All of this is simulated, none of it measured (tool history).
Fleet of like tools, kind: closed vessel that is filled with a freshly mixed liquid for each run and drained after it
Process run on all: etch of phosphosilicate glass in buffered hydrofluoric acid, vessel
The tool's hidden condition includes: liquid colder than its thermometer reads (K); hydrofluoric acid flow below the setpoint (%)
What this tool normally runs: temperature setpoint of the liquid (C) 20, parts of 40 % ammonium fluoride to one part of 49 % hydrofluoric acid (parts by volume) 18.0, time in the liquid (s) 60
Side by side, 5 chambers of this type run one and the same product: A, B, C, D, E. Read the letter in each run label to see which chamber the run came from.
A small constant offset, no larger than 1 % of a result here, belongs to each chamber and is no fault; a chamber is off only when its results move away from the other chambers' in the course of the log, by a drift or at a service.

| run | hour | temperature setpoint of the liquid (C) | parts of 40 % ammonium fluoride to one part of 49 % hydrofluoric acid (parts by volume) | time in the liquid (s) | hours since the thermometer was replaced | hours since the hydrofluoric acid flow meter was replaced | read-back film thickness of the phosphosilicate glass reference wafer, read on the same gauge (nm) | thickness taken off the phosphosilicate glass on a monitor wafer (nm) |
|---|---|---|---|---|---|---|---|---|
| 1D | 4.4 | 20 | 18.0 | 60 | 11.5 | 335.5 | 100.020 | 123.700 |
| 2E | 12.2 | 20 | 18.0 | 60 | 338.9 | 893.7 | 100.000 | 122.570 |
| 3B | 20.2 | 20 | 18.0 | 60 | 1043.1 | 344.3 | 100.020 | 121.150 |
| 4C | 25.8 | 20 | 18.0 | 60 | 882.8 | 445.7 | 100.010 | 122.560 |
| 5A | 32.3 | 20 | 18.0 | 60 | 582.6 | 2318.0 | 100.000 | 120.430 |
| 6E | 41.3 | 20 | 18.0 | 60 | 368.0 | 922.8 | 99.982 | 123.450 |
| 7A | 47.6 | 20 | 18.0 | 60 | 597.9 | 2333.3 | 100.020 | 121.950 |
| 8B | 56.4 | 20 | 18.0 | 60 | 1079.3 | 380.5 | 99.995 | 122.230 |
| 9D | 64.7 | 20 | 18.0 | 60 | 71.8 | 395.8 | 100.010 | 123.930 |
| 10C | 72.4 | 20 | 18.0 | 60 | 929.4 | 492.3 | 99.952 | 121.660 |
| 11A | 79.5 | 20 | 18.0 | 60 | 629.8 | 2365.2 | 100.030 | 122.010 |
| 12D | 84.3 | 20 | 18.0 | 60 | 91.4 | 415.4 | 100.030 | 123.770 |
|  | 85.9 | chamber A: hydrofluoric acid flow meter replaced |
| 13B | 89.2 | 20 | 11.5 | 60 | 1112.1 | 413.3 | 100.040 | 190.370 |
| 14E | 95.9 | 20 | 11.5 | 60 | 422.6 | 977.4 | 99.984 | 189.270 |
| 15C | 102.2 | 20 | 11.5 | 60 | 959.2 | 522.1 | 99.988 | 190.660 |
| 16D | 108.4 | 20 | 11.5 | 60 | 115.5 | 439.5 | 100.010 | 189.050 |
| 17C | 113.9 | 20 | 11.5 | 60 | 970.9 | 533.8 | 99.999 | 192.860 |
| 18A | 121.1 | 20 | 18.0 | 60 | 671.4 | 35.3 | 100.000 | 121.990 |
| 19B | 128.9 | 20 | 14.5 | 60 | 1151.8 | 453.0 | 100.000 | 151.340 |
| 20E | 138.5 | 20 | 14.5 | 60 | 465.2 | 1020.0 | 99.998 | 151.750 |
| 21B | 142.8 | 20 | 14.5 | 60 | 1165.7 | 466.9 | 100.010 | 150.850 |
| 22E | 152.6 | 20 | 14.5 | 60 | 479.3 | 1034.1 | 100.030 | 151.520 |
| 23D | 158.3 | 20 | 14.5 | 60 | 165.4 | 489.4 | 100.040 | 152.580 |
| 24C | 166.1 | 20 | 18.0 | 60 | 1023.1 | 586.0 | 100.020 | 118.600 |
| 25A | 174.1 | 17 | 20.5 | 60 | 724.4 | 88.3 | 100.010 | 91.663 |
| 26A | 181.7 | 17 | 20.5 | 60 | 732.0 | 95.9 | 99.965 | 91.098 |
| 27E | 188.2 | 17 | 20.5 | 60 | 514.9 | 1069.7 | 99.994 | 91.698 |
| 28D | 193.2 | 17 | 20.5 | 60 | 200.3 | 524.3 | 99.980 | 90.886 |
| 29C | 199.6 | 17 | 20.5 | 60 | 1056.6 | 619.5 | 100.010 | 88.070 |
| 30B | 204.8 | 20 | 18.0 | 60 | 1227.7 | 528.9 | 99.980 | 121.780 |
| 31C | 212.2 | 20 | 18.0 | 60 | 1069.2 | 632.1 | 100.030 | 117.330 |
| 32E | 219.6 | 20 | 18.0 | 60 | 546.3 | 1101.1 | 99.998 | 122.890 |
| 33B | 226.9 | 20 | 18.0 | 60 | 1249.8 | 551.0 | 100.020 | 122.390 |
| 34D | 235.5 | 20 | 18.0 | 60 | 242.6 | 566.6 | 99.981 | 122.610 |

Each of the 5 chambers runs these same settings next. Fill in every chamber's results:
| 35A | 242.5 | 20 | 12.5 | 60 |  |  |  | ? |
| 35B | 242.5 | 20 | 12.5 | 60 |  |  |  | ? |
| 35C | 242.5 | 20 | 12.5 | 60 |  |  |  | ? |
| 35D | 242.5 | 20 | 12.5 | 60 |  |  |  | ? |
| 35E | 242.5 | 20 | 12.5 | 60 |  |  |  | ? |

| run | thickness taken off the phosphosilicate glass on a monitor wafer (nm) |
|---|---|
| 35A | 173.240 |
| 35B | 176.140 |
| 35C | 166.890 |
| 35D | 174.380 |
| 35E | 175.570 |

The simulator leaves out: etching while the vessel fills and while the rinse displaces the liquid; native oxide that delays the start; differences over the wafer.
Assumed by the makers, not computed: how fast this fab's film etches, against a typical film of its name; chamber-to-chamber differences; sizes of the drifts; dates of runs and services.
